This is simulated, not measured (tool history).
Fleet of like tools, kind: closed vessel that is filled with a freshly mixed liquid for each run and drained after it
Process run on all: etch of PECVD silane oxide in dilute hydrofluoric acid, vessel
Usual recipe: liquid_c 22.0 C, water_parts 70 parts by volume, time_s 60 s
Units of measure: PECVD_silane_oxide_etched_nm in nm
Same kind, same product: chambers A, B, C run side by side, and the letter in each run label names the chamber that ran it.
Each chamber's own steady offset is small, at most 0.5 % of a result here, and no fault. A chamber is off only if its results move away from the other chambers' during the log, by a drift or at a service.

| run | hour | liquid_c | water_parts | time_s | hours since the thermometer was replaced | hours since the hydrofluoric acid flow meter was replaced | read-back film thickness of the PECVD silane oxide reference wafer, read on the same gauge (nm) | PECVD_silane_oxide_etched_nm |
|---|---|---|---|---|---|---|---|---|
| 1A | 5.1 | 22.0 | 70 | 60 | 1076.9 | 589.6 | 50.008 | 40.855 |
| 2B | 8.7 | 22.0 | 70 | 60 | 1762.1 | 171.3 | 49.989 | 41.064 |
| 3C | 12.8 | 22.0 | 70 | 60 | 2129.5 | 681.2 | 49.994 | 41.043 |
| 4B | 17.0 | 22.0 | 70 | 60 | 1770.4 | 179.6 | 49.990 | 41.189 |
| 5C | 22.2 | 22.0 | 70 | 60 | 2138.9 | 690.6 | 49.986 | 41.208 |
| 6A | 26.8 | 22.0 | 70 | 60 | 1098.6 | 611.3 | 49.982 | 40.731 |
| 7C | 31.5 | 22.0 | 70 | 60 | 2148.2 | 699.9 | 49.989 | 41.125 |
| 8B | 37.8 | 22.0 | 70 | 60 | 1791.2 | 200.4 | 49.995 | 41.316 |
| 9A | 45.5 | 22.0 | 70 | 60 | 1117.3 | 630.0 | 50.005 | 41.027 |
| 10C | 50.1 | 22.0 | 70 | 60 | 2166.8 | 718.5 | 49.998 | 40.878 |
| 11A | 54.3 | 22.0 | 70 | 60 | 1126.1 | 638.8 | 49.991 | 40.843 |
| 12B | 58.9 | 22.0 | 70 | 60 | 1812.3 | 221.5 | 49.994 | 40.631 |
| 13A | 66.2 | 22.0 | 70 | 60 | 1138.0 | 650.7 | 50.012 | 40.690 |
| 14B | 69.9 | 22.0 | 70 | 60 | 1823.3 | 232.5 | 49.992 | 41.148 |
| 15C | 74.2 | 26.0 | 85 | 60 | 2190.9 | 742.6 | 50.013 | 39.283 |
| 16A | 80.4 | 26.0 | 85 | 60 | 1152.2 | 664.9 | 50.006 | 38.941 |
| 17B | 85.1 | 26.0 | 85 | 60 | 1838.5 | 247.7 | 50.003 | 38.992 |
| 18C | 89.1 | 22.0 | 70 | 60 | 2205.8 | 757.5 | 50.017 | 40.938 |
| 19B | 94.7 | 22.0 | 70 | 60 | 1848.1 | 257.3 | 49.999 | 41.279 |
| 20C | 102.1 | 22.0 | 70 | 60 | 2218.8 | 770.5 | 49.996 | 41.158 |
| 21A | 105.9 | 22.0 | 70 | 60 | 1177.7 | 690.4 | 49.999 | 41.592 |
| 22B | 111.5 | 22.0 | 70 | 60 | 1864.9 | 274.1 | 50.023 | 40.538 |
| 23A | 116.8 | 22.0 | 70 | 60 | 1188.6 | 701.3 | 50.009 | 41.223 |
| 24C | 124.2 | 22.0 | 70 | 60 | 2240.9 | 792.6 | 50.003 | 41.328 |
| 25A | 130.0 | 22.0 | 70 | 60 | 1201.8 | 714.5 | 49.989 | 42.087 |
| 26C | 137.4 | 22.0 | 70 | 60 | 2254.1 | 805.8 | 50.016 | 40.996 |
| 27B | 143.6 | 22.0 | 70 | 60 | 1897.0 | 306.2 | 50.010 | 40.824 |
| 28C | 147.1 | 22.0 | 70 | 60 | 2263.8 | 815.5 | 49.986 | 41.109 |
| 29B | 152.6 | 22.0 | 70 | 60 | 1906.0 | 315.2 | 49.997 | 41.075 |
| 30A | 159.9 | 22.0 | 70 | 60 | 1231.7 | 744.4 | 50.002 | 42.217 |
| 31C | 166.1 | 22.0 | 70 | 60 | 2282.8 | 834.5 | 49.999 | 40.885 |
| 32B | 171.6 | 22.0 | 70 | 60 | 1925.0 | 334.2 | 50.008 | 41.120 |
| 33A | 177.2 | 22.0 | 70 | 60 | 1249.0 | 761.7 | 50.001 | 42.088 |
| 34B | 184.0 | 22.0 | 70 | 60 | 1937.4 | 346.6 | 50.016 | 41.216 |
| 35A | 191.1 | 22.0 | 70 | 60 | 1262.9 | 775.6 | 49.983 | 42.569 |
| 36C | 195.6 | 22.0 | 70 | 60 | 2312.3 | 864.0 | 49.987 | 40.967 |
| 37C | 203.0 | 22.0 | 70 | 60 | 2319.7 | 871.4 | 49.994 | 41.424 |

Has any chamber moved away from the others, gradually or after a service, or does the common gauge drift, or do the chambers differ only by their own small steady offsets? State the chamber and the most likely cause if one applies.

One chamber, A, drifts off from the rest bit by bit.
Most likely cause: liquid hotter than its thermometer reads (K) = 1.06.
The log might look much the same if the cause were instead: hydrofluoric acid flow above the setpoint (%).

Chamber A could run next with any of the 4 candidate recipes listed below; each alters the usual settings, and their results appear as question marks. Which one brings its results back in line with what the other chambers deliver on the usual settings?
Counts as in line when no further than this from what the other chambers average on the usual settings: PECVD_silane_oxide_etched_nm 0.690 nm
| 38A-1 | 208.7 | 21.0 | 70 | 60 |  |  |  | ? |
| 38A-2 | 208.7 | 22.0 | 70 | 55 |  |  |  | ? |
| 38A-3 | 208.7 | 22.0 | 70 | 65 |  |  |  | ? |
| 38A-4 | 208.7 | 23.0 | 70 | 60 |  |  |  | ? |

Average result of the remaining chambers running the usual settings: PECVD_silane_oxide_etched_nm 41.023 nm
| run | PECVD_silane_oxide_etched_nm |
|---|---|
| 38A-1 | 40.985 |
| 38A-2 | 39.142 |
| 38A-3 | 46.259 |
| 38A-4 | 44.491 |
38A-1 brings the chamber back in line.
